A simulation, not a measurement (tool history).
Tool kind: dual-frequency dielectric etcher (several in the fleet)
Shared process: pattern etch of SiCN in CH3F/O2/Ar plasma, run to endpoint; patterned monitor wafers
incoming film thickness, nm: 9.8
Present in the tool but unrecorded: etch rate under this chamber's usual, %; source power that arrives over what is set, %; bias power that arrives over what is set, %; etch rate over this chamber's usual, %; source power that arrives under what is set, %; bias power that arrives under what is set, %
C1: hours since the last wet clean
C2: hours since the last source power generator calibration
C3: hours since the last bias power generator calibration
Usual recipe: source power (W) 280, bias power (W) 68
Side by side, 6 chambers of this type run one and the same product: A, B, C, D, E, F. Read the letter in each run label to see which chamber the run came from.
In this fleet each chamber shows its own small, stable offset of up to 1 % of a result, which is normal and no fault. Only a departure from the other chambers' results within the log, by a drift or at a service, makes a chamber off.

{"run": "1F", "hour": 10.2, "source power (W)": 280, "bias power (W)": 68, "C1": 160.6, "C2": 2751.1, "C3": 2155.2, "endpoint time (s)": 30.624}
{"run": "2A", "hour": 21.3, "source power (W)": 280, "bias power (W)": 68, "C1": 378.9, "C2": 185.2, "C3": 2658.3, "endpoint time (s)": 30.605}
{"run": "3E", "hour": 30.1, "source power (W)": 280, "bias power (W)": 68, "C1": 162.5, "C2": 3430.4, "C3": 2262.3, "endpoint time (s)": 29.972}
{"run": "4D", "hour": 39.5, "source power (W)": 280, "bias power (W)": 68, "C1": 77.3, "C2": 1128.6, "C3": 1228.8, "endpoint time (s)": 30.436}
{"run": "5B", "hour": 45.1, "source power (W)": 280, "bias power (W)": 68, "C1": 440.2, "C2": 3569.3, "C3": 59.3, "endpoint time (s)": 30.615}
{"run": "6C", "hour": 55.5, "source power (W)": 280, "bias power (W)": 68, "C1": 509.3, "C2": 1399.7, "C3": 2726.4, "endpoint time (s)": 30.801}
{"run": "7E", "hour": 67.7, "source power (W)": 280, "bias power (W)": 68, "C1": 200.1, "C2": 3468, "C3": 2299.9, "endpoint time (s)": 30.68}
{"run": "8F", "hour": 73.4, "source power (W)": 280, "bias power (W)": 68, "C1": 223.8, "C2": 2814.3, "C3": 2218.4, "endpoint time (s)": 29.958}
{"run": "9A", "hour": 85.0, "source power (W)": 310, "bias power (W)": 60, "C1": 442.6, "C2": 248.9, "C3": 2722, "endpoint time (s)": 30.768}
{"run": "10D", "hour": 96.4, "source power (W)": 310, "bias power (W)": 60, "C1": 134.2, "C2": 1185.5, "C3": 1285.7, "endpoint time (s)": 30.453}
{"hour": 101.2, "done": "chamber C: wet clean of the chamber"}
{"run": "11B", "hour": 103.9, "source power (W)": 310, "bias power (W)": 60, "C1": 499, "C2": 3628.1, "C3": 118.1, "endpoint time (s)": 30.922}
{"run": "12C", "hour": 113.5, "source power (W)": 310, "bias power (W)": 60, "C1": 12.4, "C2": 1457.7, "C3": 2784.4, "endpoint time (s)": 30.874}
{"run": "13C", "hour": 121.3, "source power (W)": 310, "bias power (W)": 60, "C1": 20.2, "C2": 1465.5, "C3": 2792.2, "endpoint time (s)": 31.065}
{"run": "14F", "hour": 130.8, "source power (W)": 310, "bias power (W)": 60, "C1": 281.2, "C2": 2871.7, "C3": 2275.8, "endpoint time (s)": 30.412}
{"hour": 133.1, "done": "chamber A: wet clean of the chamber"}
{"run": "15A", "hour": 139.9, "source power (W)": 280, "bias power (W)": 68, "C1": 6.8, "C2": 303.8, "C3": 2776.9, "endpoint time (s)": 30.909}
{"hour": 146.4, "done": "chamber B: wet clean of the chamber"}
{"run": "16D", "hour": 149.7, "source power (W)": 340, "bias power (W)": 61, "C1": 187.5, "C2": 1238.8, "C3": 1339, "endpoint time (s)": 29.284}
{"run": "17B", "hour": 159.2, "source power (W)": 340, "bias power (W)": 61, "C1": 12.8, "C2": 3683.4, "C3": 173.4, "endpoint time (s)": 27.93}
{"run": "18E", "hour": 169.0, "source power (W)": 340, "bias power (W)": 61, "C1": 301.4, "C2": 3569.3, "C3": 2401.2, "endpoint time (s)": 29.331}
{"run": "19D", "hour": 176.2, "source power (W)": 340, "bias power (W)": 61, "C1": 214, "C2": 1265.3, "C3": 1365.5, "endpoint time (s)": 29.403}
{"run": "20A", "hour": 185.3, "source power (W)": 340, "bias power (W)": 61, "C1": 52.2, "C2": 349.2, "C3": 2822.3, "endpoint time (s)": 29.411}
{"run": "21E", "hour": 192.1, "source power (W)": 340, "bias power (W)": 61, "C1": 324.5, "C2": 3592.4, "C3": 2424.3, "endpoint time (s)": 29.318}
{"run": "22F", "hour": 200.2, "source power (W)": 280, "bias power (W)": 68, "C1": 350.6, "C2": 2941.1, "C3": 2345.2, "endpoint time (s)": 30.135}
{"run": "23B", "hour": 207.0, "source power (W)": 280, "bias power (W)": 68, "C1": 60.6, "C2": 3731.2, "C3": 221.2, "endpoint time (s)": 29.225}
{"run": "24C", "hour": 219.4, "source power (W)": 280, "bias power (W)": 68, "C1": 118.3, "C2": 1563.6, "C3": 2890.3, "endpoint time (s)": 30.83}
{"hour": 221.2, "done": "chamber F: wet clean of the chamber"}
{"run": "25E", "hour": 227.8, "source power (W)": 280, "bias power (W)": 68, "C1": 360.2, "C2": 3628.1, "C3": 2460, "endpoint time (s)": 30.539}
{"run": "26B", "hour": 234.3, "source power (W)": 320, "bias power (W)": 68, "C1": 87.9, "C2": 3758.5, "C3": 248.5, "endpoint time (s)": 27.583}
{"run": "27A", "hour": 246.6, "source power (W)": 320, "bias power (W)": 68, "C1": 113.5, "C2": 410.5, "C3": 2883.6, "endpoint time (s)": 29.213}
{"hour": 255.5, "done": "chamber E: wet clean of the chamber"}
{"run": "28F", "hour": 257.2, "source power (W)": 320, "bias power (W)": 68, "C1": 36, "C2": 2998.1, "C3": 2402.2, "endpoint time (s)": 28.817}
{"run": "29D", "hour": 267.6, "source power (W)": 320, "bias power (W)": 68, "C1": 305.4, "C2": 1356.7, "C3": 1456.9, "endpoint time (s)": 29.339}
{"run": "30C", "hour": 275.2, "source power (W)": 320, "bias power (W)": 68, "C1": 174.1, "C2": 1619.4, "C3": 2946.1, "endpoint time (s)": 29.054}
{"run": "31E", "hour": 286.3, "source power (W)": 320, "bias power (W)": 68, "C1": 30.9, "C2": 3686.6, "C3": 2518.5, "endpoint time (s)": 29.094}
{"run": "32F", "hour": 293.4, "source power (W)": 280, "bias power (W)": 68, "C1": 72.2, "C2": 3034.3, "C3": 2438.4, "endpoint time (s)": 30.396}
{"run": "33B", "hour": 303.2, "source power (W)": 280, "bias power (W)": 68, "C1": 156.8, "C2": 3827.4, "C3": 317.4, "endpoint time (s)": 29.146}
{"run": "34D", "hour": 315.2, "source power (W)": 280, "bias power (W)": 68, "C1": 353, "C2": 1404.3, "C3": 1504.5, "endpoint time (s)": 30.352}
{"run": "35C", "hour": 323.7, "source power (W)": 280, "bias power (W)": 68, "C1": 222.6, "C2": 1667.9, "C3": 2994.6, "endpoint time (s)": 30.769}
{"run": "36A", "hour": 334.6, "source power (W)": 310, "bias power (W)": 68, "C1": 201.5, "C2": 498.5, "C3": 2971.6, "endpoint time (s)": 29.09}
{"run": "37F", "hour": 344.0, "source power (W)": 310, "bias power (W)": 68, "C1": 122.8, "C2": 3084.9, "C3": 2489, "endpoint time (s)": 28.972}
{"run": "38A", "hour": 354.2, "source power (W)": 310, "bias power (W)": 68, "C1": 221.1, "C2": 518.1, "C3": 2991.2, "endpoint time (s)": 29.608}
{"run": "39C", "hour": 359.7, "source power (W)": 310, "bias power (W)": 68, "C1": 258.6, "C2": 1703.9, "C3": 3030.6, "endpoint time (s)": 29.832}

Does one chamber stand apart from the rest, does the shared gauge drift, or is all well apart from small per-chamber offsets? Give the chamber and the most likely cause, where there is one.

Chamber B came out of a service off from its peers and stayed that way.
What lies behind it: etch rate over this chamber's usual, % = 5.09.

Here are 4 candidates for chamber B's next run, each the usual settings with a change, their results left as question marks. Which one brings its results back in line with what the others give on the usual settings?
Counts as in line when no further than this from what the other chambers average on the usual settings: endpoint time (s) 0.59
{"run": "40B-1", "hour": 368.5, "source power (W)": 310, "bias power (W)": 76, "endpoint time (s)": "?"}
{"run": "40B-2", "hour": 368.5, "source power (W)": 280, "bias power (W)": 54, "endpoint time (s)": "?"}
{"run": "40B-3", "hour": 368.5, "source power (W)": 320, "bias power (W)": 68, "endpoint time (s)": "?"}
{"run": "40B-4", "hour": 368.5, "source power (W)": 250, "bias power (W)": 68, "endpoint time (s)": "?"}

Mean of the other chambers on the usual settings: endpoint time (s) 30.507
run=40B-1 endpoint_time_(s)=26.845
run=40B-2 endpoint_time_(s)=31.495
run=40B-3 endpoint_time_(s)=27.625
run=40B-4 endpoint_time_(s)=30.267
40B-4 puts the chamber back in line with the other chambers.
